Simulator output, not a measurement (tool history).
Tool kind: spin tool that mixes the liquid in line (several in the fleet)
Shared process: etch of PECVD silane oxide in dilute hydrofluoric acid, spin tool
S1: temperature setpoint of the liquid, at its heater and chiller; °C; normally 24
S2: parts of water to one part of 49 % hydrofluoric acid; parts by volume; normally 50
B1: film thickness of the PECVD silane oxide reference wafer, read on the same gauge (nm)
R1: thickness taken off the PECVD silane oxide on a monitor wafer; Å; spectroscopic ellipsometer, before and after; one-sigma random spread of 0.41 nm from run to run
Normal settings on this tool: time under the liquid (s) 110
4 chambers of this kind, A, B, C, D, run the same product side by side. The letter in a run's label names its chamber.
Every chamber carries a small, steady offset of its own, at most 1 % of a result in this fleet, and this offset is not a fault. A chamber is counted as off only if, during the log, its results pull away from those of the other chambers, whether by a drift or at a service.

Run 1A, hour 8.4: usual settings; B1 150. Result: R1 496.52 Å.
Run 2D, hour 16.9: usual settings; B1 149.98. Result: R1 499.61 Å.
Run 3C, hour 29.3: usual settings; B1 150.01. Result: R1 498.57 Å.
Run 4B, hour 40.6: usual settings; B1 150. Result: R1 504.91 Å.
Run 5C, hour 54.1: usual settings but S1 21.5 °C, S2 25 parts by volume; B1 149.99. Result: R1 945.01 Å.
Run 6A, hour 64.7: usual settings but S1 21.5 °C, S2 25 parts by volume; B1 150. Result: R1 931.11 Å.
Run 7B, hour 77.4: usual settings but S1 21.5 °C, S2 25 parts by volume; B1 150. Result: R1 946.71 Å.
Run 8D, hour 87.2: usual settings but S1 21.5 °C, S2 25 parts by volume; B1 150.03. Result: R1 923.04 Å.
Run 9D, hour 94.7: usual settings; B1 149.99. Result: R1 492.83 Å.
Run 10C, hour 103.8: usual settings; B1 149.99. Result: R1 499.25 Å.
Run 11B, hour 116.8: usual settings; B1 150. Result: R1 502.49 Å.
Run 12A, hour 125.4: usual settings; B1 150. Result: R1 510.11 Å.
Run 13B, hour 132: usual settings but S1 28 °C, S2 70 parts by volume; B1 149.99. Result: R1 416.57 Å.
Run 14D, hour 140.4: usual settings but S1 28 °C, S2 70 parts by volume; B1 149.99. Result: R1 409.63 Å.
Run 15A, hour 148.9: usual settings but S1 28 °C, S2 70 parts by volume; B1 150. Result: R1 414.19 Å.
Run 16C, hour 156.2: usual settings but S1 28 °C, S2 70 parts by volume; B1 150. Result: R1 410.26 Å.
Run 17A, hour 165.5: usual settings but S1 21.5 °C, S2 35 parts by volume; B1 150. Result: R1 676.98 Å.
Run 18B, hour 176.4: usual settings but S1 21.5 °C, S2 35 parts by volume; B1 149.98. Result: R1 664.97 Å.
Run 19C, hour 186.3: usual settings but S1 21.5 °C, S2 35 parts by volume; B1 150.01. Result: R1 668.45 Å.
Run 20D, hour 193.4: usual settings but S1 21.5 °C, S2 35 parts by volume; B1 150. Result: R1 655.46 Å.
Run 21D, hour 206.6: usual settings but S1 26 °C, time under the liquid (s) 155; B1 150. Result: R1 765.16 Å.
Run 22C, hour 213.9: usual settings but S1 26 °C, time under the liquid (s) 155; B1 149.99. Result: R1 776.66 Å.
Run 23B, hour 226.6: usual settings but S1 26 °C, time under the liquid (s) 155; B1 150.01. Result: R1 773.44 Å.
Run 24A, hour 236.8: usual settings but S1 26 °C, time under the liquid (s) 155; B1 150. Result: R1 801.62 Å.
Run 25A, hour 244.6: usual settings; B1 150. Result: R1 530.43 Å.
Run 26B, hour 258.2: usual settings; B1 149.99. Result: R1 509.47 Å.
Run 27D, hour 265.2: usual settings; B1 150.01. Result: R1 497.33 Å.
Run 28C, hour 274.4: usual settings but S1 22 °C, time under the liquid (s) 140; B1 150. Result: R1 592.83 Å.
Run 29D, hour 281.2: usual settings but S1 22 °C, time under the liquid (s) 140; B1 150. Result: R1 582.41 Å.
Run 30C, hour 289.9: usual settings but S1 22 °C, time under the liquid (s) 140; B1 150.01. Result: R1 587.27 Å.
Run 31A, hour 297.3: usual settings but S1 22 °C, time under the liquid (s) 140; B1 150.01. Result: R1 624.14 Å.
Run 32B, hour 309: usual settings; B1 150.01. Result: R1 504.75 Å.
Run 33C, hour 318.2: usual settings; B1 150.02. Result: R1 502.69 Å.

Each of the 4 chambers runs these same settings next. Fill in every chamber's results:
Run 34A, hour 328.6: usual settings but S2 30 parts by volume. Result: R1 ?.
Run 34B, hour 328.6: usual settings but S2 30 parts by volume. Result: R1 ?.
Run 34C, hour 328.6: usual settings but S2 30 parts by volume. Result: R1 ?.
Run 34D, hour 328.6: usual settings but S2 30 parts by volume. Result: R1 ?.

run      R1
34A  934.62
34B  869.22
34C   892.2
34D  852.14
